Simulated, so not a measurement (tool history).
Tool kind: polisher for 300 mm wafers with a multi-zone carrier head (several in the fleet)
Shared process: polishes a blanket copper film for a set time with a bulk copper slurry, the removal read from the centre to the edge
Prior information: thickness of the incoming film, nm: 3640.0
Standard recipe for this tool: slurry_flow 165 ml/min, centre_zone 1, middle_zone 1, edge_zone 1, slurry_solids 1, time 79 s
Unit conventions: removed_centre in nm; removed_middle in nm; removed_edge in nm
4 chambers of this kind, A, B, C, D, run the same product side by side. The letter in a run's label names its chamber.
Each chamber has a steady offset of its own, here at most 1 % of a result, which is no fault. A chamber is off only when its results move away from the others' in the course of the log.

run   hour  slurry_flow  centre_zone  middle_zone  edge_zone  slurry_solids  time  removed_centre  removed_middle  removed_edge
 1A    6.9          165            1            1          1              1    79          834.33          824.19        825.66
      12.5  -- chamber A: worn pad replaced by a new one
 2D   13.4          165            1            1          1              1    79          823.55          840.83        830.41
      16.3  -- chamber D: worn pad replaced by a new one
 3C   22.4          165            1            1          1              1    79          820.81          827.02        834.02
 4B   31.1          165            1            1          1              1    79          836.36          837.15         838.8
      36.3  -- chamber C: worn pad replaced by a new one
 5B   38.6          165            1            1          1              1    79          822.62          839.98        827.59
 6A   45.1          165            1            1          1              1    79          828.82          815.09        821.58
 7D   52.9          165            1            1          1              1    79          822.83          825.77        842.39
 8C   63.7          165            1            1          1              1    79          830.15          838.59        828.63
 9A   74.4          165            1            1          1              1    79          832.64          824.81        818.94
10B   82.6          165            1         1.07          1              1    79          831.17          867.67        822.26
11C   89.3          165            1         1.07          1              1    79          829.51           872.7        839.11
12D    101          165            1         1.07          1              1    79          827.49          884.38        830.89
       103  -- chamber D: edge zone pressure recalibrated
13C  107.1          165            1         1.07          1              1    79          828.78          889.78        826.37
14D  112.5          165            1            1          1              1    79          829.22          816.73        831.52
       114  -- chamber D: worn pad replaced by a new one
15A  123.2          165            1            1          1              1    79          818.35          825.47        829.17
     130.7  -- chamber A: worn pad replaced by a new one
16B  133.5          165            1         1.05          1           1.15    79          829.73             884        841.41
17B  145.2          165            1         1.05          1           1.15    79          834.53          854.28        835.54
     151.4  -- chamber C: slurry nozzle cleaned
18A  151.8          165            1         1.05          1           1.15    79          855.78          897.03         860.3
19D  161.3          165            1         1.05          1           1.15    79          857.65          901.56        855.75
20C  169.8          165            1            1          1              1    79          833.21          838.06        825.41
21C  176.3          165            1            1          1              1    79          827.11          833.68        825.47
     179.9  -- chamber A: slurry nozzle cleaned
22A    185          165            1            1          1              1    79          837.39          826.32        832.01
23B  193.5          165            1            1          1              1    79          784.31          794.38        785.83
24D  203.6          165            1            1          1              1    79          821.31          834.09        841.83
     205.1  -- chamber D: worn pad replaced by a new one
     206.2  -- chamber A: edge zone pressure recalibrated
25B  213.4          165            1            1          1              1    79          788.88          793.36        790.38
     214.3  -- chamber C: worn pad replaced by a new one
26A  222.5          165            1            1          1              1    79          828.14          837.89        827.12
27C  229.9          165            1            1          1              1    79          834.59          827.06        820.81
28D  240.7          165            1            1          1              1    54          571.14          564.56        568.37
29B  248.6          165            1            1          1              1    54          526.46           527.2        526.44
30A  255.4          165            1            1          1              1    54          562.04          558.86        564.97
31C  265.6          165            1            1          1              1    54          566.93          550.34        569.46
32D  273.3          165            1            1          1              1    79          834.42          826.82        829.92
     279.9  -- chamber A: worn pad replaced by a new one
33A  283.6          165            1            1          1              1    79          831.33          818.43         825.8

Next, all 4 chambers run the settings below, one line each with question marks for the results. What does each chamber give?
34A  292.1          165            1            1          1              1    79               ?               ?             ?
34B  292.1          165            1            1          1              1    79               ?               ?             ?
34C  292.1          165            1            1          1              1    79               ?               ?             ?
34D  292.1          165            1            1          1              1    79               ?               ?             ?

run  removed_centre  removed_middle  removed_edge
34A          840.27          818.53        822.45
34B          762.68          744.32        757.88
34C          832.86          833.95        830.68
34D          816.02          829.55        823.59
